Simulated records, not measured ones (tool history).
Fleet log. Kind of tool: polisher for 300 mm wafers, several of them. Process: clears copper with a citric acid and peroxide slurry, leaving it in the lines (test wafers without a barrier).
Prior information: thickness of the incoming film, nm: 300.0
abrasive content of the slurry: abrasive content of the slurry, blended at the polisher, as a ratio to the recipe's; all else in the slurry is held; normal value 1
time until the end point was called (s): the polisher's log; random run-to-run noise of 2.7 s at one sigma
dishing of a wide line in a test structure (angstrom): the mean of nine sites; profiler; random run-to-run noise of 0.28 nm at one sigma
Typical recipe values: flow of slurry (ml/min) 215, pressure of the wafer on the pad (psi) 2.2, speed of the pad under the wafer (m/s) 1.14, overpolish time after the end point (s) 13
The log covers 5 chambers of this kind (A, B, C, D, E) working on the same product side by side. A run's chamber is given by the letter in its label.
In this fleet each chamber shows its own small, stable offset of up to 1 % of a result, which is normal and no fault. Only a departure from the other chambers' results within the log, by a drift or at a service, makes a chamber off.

run   hour  flow of slurry (ml/min)  pressure of the wafer on the pad (psi)  speed of the pad under the wafer (m/s)  abrasive content of the slurry  overpolish time after the end point (s)  wafers polished on this pad  hours since the slurry nozzle was cleaned  hours since the head pressure was calibrated  hours since the slurry blender was calibrated  time until the end point was called (s)  dishing of a wide line in a test structure (angstrom)
       7.4  -- chamber E: slurry blender recalibrated
 1D    7.4                      215                                     2.2                                    1.14                               1                                       13                          607                                        495                                         474.4                                          149.8                                   134.73                                                 169.11
 2A   12.9                      215                                     2.2                                    1.14                               1                                       13                          866                                      522.9                                         539.2                                          132.2                                   137.39                                                 175.73
 3B   16.9                      215                                     2.2                                    1.14                               1                                       13                          185                                      194.3                                         593.6                                             93                                   140.64                                                 166.96
 4E   22.4                      215                                     2.2                                    1.14                               1                                       13                          589                                      292.3                                        1124.1                                             15                                   138.73                                                 163.67
 5C   29.6                      215                                     2.2                                    1.14                               1                                       13                         1183                                      147.9                                           204                                          282.8                                    132.5                                                 172.13
        33  -- chamber E: slurry nozzle cleaned
 6B   35.9                      215                                     2.2                                    1.14                               1                                       13                          350                                      213.3                                         612.6                                            112                                   140.62                                                 166.13
        38  -- chamber C: slurry blender recalibrated
      39.4  -- chamber D: worn pad replaced by a new one
 7E   41.9                      215                                     1.9                                    1.14                               1                                       20                          758                                          9                                        1143.6                                           34.5                                   165.36                                                 200.66
      43.7  -- chamber A: worn pad replaced by a new one
        46  -- chamber E: worn pad replaced by a new one
 8C   49.4                      215                                     1.9                                    1.14                               1                                       20                         1355                                      167.7                                         223.8                                           11.5                                   157.95                                                 209.12
 9D   53.8                      215                                     1.9                                    1.14                               1                                       20                          125                                      541.4                                         520.8                                          196.2                                   156.83                                                 201.56
10A   59.2                      215                                     1.9                                    1.14                               1                                       20                          135                                      569.2                                         585.5                                          178.5                                   164.38                                                 208.41
      63.6  -- chamber A: slurry blender recalibrated
11C   66.1                      215                                     1.9                                    1.14                               1                                       20                         1500                                      184.4                                         240.5                                           28.2                                   158.46                                                 208.58
12B   75.1                      215                                     2.2                                    1.14                               1                                       13                          691                                      252.5                                         651.8                                          151.2                                   137.22                                                 167.24
13D   81.8                      215                                     2.2                                    1.14                               1                                       13                          368                                      569.4                                         548.8                                          224.2                                   138.93                                                 166.79
14E   87.3                      215                                     2.2                                    1.14                               1                                       13                          359                                       54.4                                          1189                                           79.9                                    138.5                                                 167.15
      87.9  -- chamber A: slurry nozzle cleaned
15A   95.9                      215                                     2.2                                    1.14                               1                                       13                          454                                          8                                         622.2                                           32.4                                    137.7                                                 169.78
16B  100.2                      190                                     2.2                                    1.14                               1                                       13                          909                                      277.6                                         676.9                                          176.3                                    140.4                                                 167.54
17D  106.4                      190                                     2.2                                    1.14                               1                                       13                          582                                        594                                         573.4                                          248.8                                   136.83                                                  171.7
18E  112.1                      190                                     2.2                                    1.14                               1                                       13                          575                                       79.2                                        1213.8                                          104.7                                   137.37                                                 163.62
19C  118.6                      190                                     2.2                                    1.14                               1                                       13                         1957                                      236.9                                           293                                           80.7                                   146.64                                                 161.56
20A  125.6                      190                                     2.2                                    1.14                               1                                       13                          712                                       37.7                                         651.9                                           62.1                                   139.76                                                 166.44
       126  -- chamber B: worn pad replaced by a new one
21B  132.1                      215                                     2.2                                    1.14                               1                                       13                           53                                      309.5                                         708.8                                          208.2                                   138.41                                                 166.73
     137.6  -- chamber D: worn pad replaced by a new one
22A    141                      215                                     2.2                                    1.14                               1                                       13                          846                                       53.1                                         667.3                                           77.5                                    137.2                                                 170.47
     143.3  -- chamber E: head pressure recalibrated
23E  145.7                      215                                     2.2                                    1.14                               1                                       13                          867                                      112.8                                           2.5                                          138.3                                   132.95                                                 169.91
     149.3  -- chamber E: worn pad replaced by a new one
24D  153.6                      215                                     2.2                                    1.14                               1                                       13                          139                                      641.2                                         620.6                                            296                                   136.51                                                 173.41
25C    159                      215                                     1.8                                    1.28                               1                                       13                         2308                                      277.3                                         333.4                                          121.1                                   169.04                                                 148.76
26E  163.6                      215                                     1.8                                    1.28                               1                                       13                          125                                      130.7                                          20.4                                          156.2                                   145.91                                                 154.22
27A  171.9                      215                                     1.8                                    1.28                               1                                       13                         1114                                         84                                         698.2                                          108.4                                    141.7                                                 161.91
28C  177.6                      215                                     1.8                                    1.28                               1                                       13                         2470                                      295.9                                           352                                          139.7                                   162.66                                                 148.05
29B  186.4                      215                                     1.8                                    1.28                               1                                       13                          525                                      363.8                                         763.1                                          262.5                                      150                                                 155.81
30D  193.5                      215                                     1.9                                    1.14                               1                                       19                          486                                      681.1                                         660.5                                          335.9                                    158.5                                                 202.76
31C  197.8                      215                                     1.9                                    1.14                               1                                       19                         2645                                      316.1                                         372.2                                          159.9                                   174.31                                                 185.87
32B  202.4                      215                                     1.9                                    1.14                               1                                       19                          664                                      379.8                                         779.1                                          278.5                                   157.03                                                 196.65

All 5 chambers run these settings next. Forecast each chamber's results:
33A  208.9                      215                                     2.9                                    1.14                               1                                       13                                                                                                                                                                                                             ?                                                      ?
33B  208.9                      215                                     2.9                                    1.14                               1                                       13                                                                                                                                                                                                             ?                                                      ?
33C  208.9                      215                                     2.9                                    1.14                               1                                       13                                                                                                                                                                                                             ?                                                      ?
33D  208.9                      215                                     2.9                                    1.14                               1                                       13                                                                                                                                                                                                             ?                                                      ?
33E  208.9                      215                                     2.9                                    1.14                               1                                       13                                                                                                                                                                                                             ?                                                      ?

run  time until the end point was called (s)  dishing of a wide line in a test structure (angstrom)
33A                                   102.89                                                 203.17
33B                                   102.19                                                 207.14
33C                                   119.54                                                 189.26
33D                                   103.25                                                  209.7
33E                                   106.15                                                 201.51
